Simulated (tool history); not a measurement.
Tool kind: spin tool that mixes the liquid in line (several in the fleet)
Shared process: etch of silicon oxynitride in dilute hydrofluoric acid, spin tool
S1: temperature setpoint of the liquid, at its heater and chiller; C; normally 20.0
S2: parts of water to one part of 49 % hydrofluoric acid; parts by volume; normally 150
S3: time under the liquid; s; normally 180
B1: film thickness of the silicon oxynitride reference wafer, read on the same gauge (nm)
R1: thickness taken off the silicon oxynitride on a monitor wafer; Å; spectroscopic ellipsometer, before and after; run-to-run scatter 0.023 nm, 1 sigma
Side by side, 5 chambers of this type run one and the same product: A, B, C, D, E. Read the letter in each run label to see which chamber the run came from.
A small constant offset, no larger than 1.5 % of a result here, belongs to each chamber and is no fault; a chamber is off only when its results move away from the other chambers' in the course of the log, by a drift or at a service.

run,hour,S1,S2,S3,B1,R1
1C,7.2,20.0,150,180,40.009,23.656
# hour 14.1: chamber D: hydrofluoric acid flow meter replaced
2B,16.4,20.0,150,180,40.025,24.074
3A,22.6,20.0,150,180,39.977,24.298
4E,27.6,20.0,150,180,40.001,24.037
5D,34.0,20.0,150,180,40.017,24.035
6B,39.4,20.0,150,180,39.974,24.238
# hour 44.8: chamber C: thermometer replaced
7A,45.0,20.0,150,180,39.973,23.797
8C,49.9,20.0,150,180,40.016,23.923
9E,58.9,20.0,150,180,40.008,24.249
10D,65.6,20.0,150,180,39.999,24.173
11E,70.2,20.0,150,180,39.993,24.241
12A,74.8,20.0,150,180,40.004,24.136
13C,82.9,20.0,150,180,39.991,23.880
14B,91.8,20.0,185,180,40.020,19.387
15D,100.7,20.0,185,180,40.035,19.217
16C,106.3,20.0,185,180,39.994,18.733
17A,114.8,20.0,185,180,40.006,19.445
18E,119.6,20.0,185,180,40.025,18.975
19B,128.7,20.0,150,180,40.012,23.984
20D,137.8,20.0,150,180,39.947,24.063
21D,144.9,23.5,150,180,39.979,28.133
22A,154.0,23.5,150,180,39.992,29.799
23E,163.5,23.5,150,180,39.984,27.894
24B,169.5,23.5,150,180,39.979,28.642
25C,179.1,23.5,150,180,40.004,28.283
26E,185.5,20.0,200,180,40.026,17.353
27B,195.3,20.0,200,180,39.998,17.250
28A,201.2,20.0,200,180,39.995,18.203
29D,209.6,20.0,200,180,39.972,17.576
30C,219.2,20.0,200,180,40.004,17.171
31A,223.7,17.0,115,180,39.994,29.451
32E,230.4,17.0,115,180,39.994,27.480
33B,239.5,17.0,115,180,40.001,27.517
34C,248.6,17.0,115,180,40.008,28.154
35D,257.7,17.0,115,180,40.055,27.598
36A,267.3,20.0,150,180,39.966,25.767
37C,274.2,20.0,150,180,39.991,24.159
38D,279.6,20.0,150,180,39.999,23.945
39E,285.3,20.0,150,180,39.998,24.300
40B,295.1,20.0,150,180,40.023,24.515
41D,303.5,20.0,150,180,40.002,23.840
42E,311.9,20.0,150,180,40.009,23.695

The same settings go to every chamber for the next run, one line per chamber below. Forecast the results for each:
43A,318.9,20.0,210,180,,?
43B,318.9,20.0,210,180,,?
43C,318.9,20.0,210,180,,?
43D,318.9,20.0,210,180,,?
43E,318.9,20.0,210,180,,?

run,R1
43A,18.442
43B,16.834
43C,16.281
43D,16.524
43E,16.423
